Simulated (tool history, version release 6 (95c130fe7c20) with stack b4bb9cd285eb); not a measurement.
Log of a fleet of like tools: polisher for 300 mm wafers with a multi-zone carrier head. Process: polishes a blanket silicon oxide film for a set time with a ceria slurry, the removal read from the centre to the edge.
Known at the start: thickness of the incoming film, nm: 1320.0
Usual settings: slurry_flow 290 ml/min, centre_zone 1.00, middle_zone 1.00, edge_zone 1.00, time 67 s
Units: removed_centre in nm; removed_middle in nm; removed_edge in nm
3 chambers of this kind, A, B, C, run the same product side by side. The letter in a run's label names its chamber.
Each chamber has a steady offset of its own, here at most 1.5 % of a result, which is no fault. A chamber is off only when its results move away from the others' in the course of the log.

run	day	slurry_flow	centre_zone	middle_zone	edge_zone	time	removed_centre	removed_middle	removed_edge
1B	0.346	290	1.00	1.00	1.00	67	212.59	214.47	211.78
2A	0.667	290	1.00	1.00	1.00	67	214.20	210.43	210.63
3C	1.238	290	1.00	1.00	1.00	67	211.25	209.34	215.15
# day 1.571: chamber A: worn pad replaced by a new one
4C	1.688	290	1.00	1.00	1.00	67	211.57	211.65	214.20
5A	2.142	290	0.88	1.00	1.00	67	185.67	214.56	212.04
6B	2.458	290	0.88	1.00	1.00	67	183.11	212.33	210.83
# day 2.854: chamber B: worn pad replaced by a new one
# day 3.004: chamber A: centre zone pressure recalibrated
7A	3.004	290	0.88	1.00	1.00	67	186.05	212.63	209.94
8C	3.408	290	1.00	1.00	1.00	67	209.59	210.24	213.79
9B	3.700	290	1.00	1.00	1.00	67	211.14	214.53	212.10
10C	4.204	290	1.00	1.00	1.00	67	211.36	209.44	213.55
# day 4.546: chamber C: edge zone pressure recalibrated
11B	4.775	290	1.00	1.00	1.00	67	211.14	215.05	210.89
# day 5.167: chamber A: worn pad replaced by a new one
# day 5.317: chamber A: slurry nozzle cleaned
12A	5.346	290	1.00	1.00	1.00	67	213.62	217.02	211.64
13C	5.875	290	1.00	1.00	1.00	67	213.19	210.53	214.04
14B	6.500	290	1.00	1.00	1.00	67	206.80	212.10	213.92
15A	7.125	225	1.00	1.00	1.00	67	209.00	210.55	207.19
# day 7.588: chamber B: worn pad replaced by a new one
16C	7.704	225	1.00	1.00	1.00	67	201.23	206.29	203.60
# day 7.842: chamber A: edge zone pressure recalibrated
17A	8.050	225	1.00	1.00	1.00	67	207.14	205.88	204.98
# day 8.388: chamber A: worn pad replaced by a new one
18B	8.500	290	1.00	1.00	1.00	67	211.13	210.12	211.29
19C	9.050	290	1.00	1.00	1.00	67	205.00	206.96	206.79
# day 9.600: chamber C: centre zone pressure recalibrated
20A	9.692	290	1.00	1.00	1.00	67	213.41	209.75	210.67
# day 9.967: chamber B: slurry nozzle cleaned
21B	10.067	290	1.00	1.00	1.00	67	209.56	214.23	210.93
22A	10.425	290	1.00	0.92	1.00	67	213.77	197.80	211.01
23C	10.896	290	1.00	0.92	1.00	67	206.37	187.22	205.14
24B	11.508	290	1.00	0.92	1.00	67	205.88	194.69	211.85
# day 11.608: chamber A: worn pad replaced by a new one
25A	11.975	290	1.00	1.00	1.00	67	212.30	214.48	209.67
26B	12.333	290	1.06	1.00	1.00	67	222.01	212.87	211.38
# day 12.654: chamber B: worn pad replaced by a new one
27C	12.771	290	1.06	1.00	1.00	67	212.08	199.00	201.87
# day 13.100: chamber C: slurry nozzle cleaned
28A	13.421	290	1.06	1.00	1.00	67	233.36	212.53	209.79
29B	13.933	290	1.00	1.00	1.00	67	211.10	213.57	213.00
30C	14.317	290	1.00	1.00	1.00	67	194.23	196.13	197.72
31C	14.971	290	1.00	1.00	1.00	67	199.32	192.52	195.30
# day 15.192: chamber A: worn pad replaced by a new one
32B	15.421	290	1.00	0.88	1.00	67	207.69	187.11	214.86
33A	16.021	290	1.00	0.88	1.00	67	213.32	189.16	213.18
34B	16.562	290	1.00	0.88	1.00	67	207.20	191.79	210.45
# day 16.875: chamber A: slurry nozzle cleaned
35C	17.000	290	1.00	1.00	1.00	67	192.77	189.75	189.06
36A	17.500	290	1.00	1.00	1.00	67	218.56	212.55	209.67

Next, every chamber runs the same settings. What will each give?
37A	17.975	290	1.00	1.00	1.08	67	?	?	?
37B	17.975	290	1.00	1.00	1.08	67	?	?	?
37C	17.975	290	1.00	1.00	1.08	67	?	?	?

run	removed_centre	removed_middle	removed_edge
37A	216.87	213.44	222.43
37B	209.77	211.97	219.11
37C	190.05	189.31	201.19
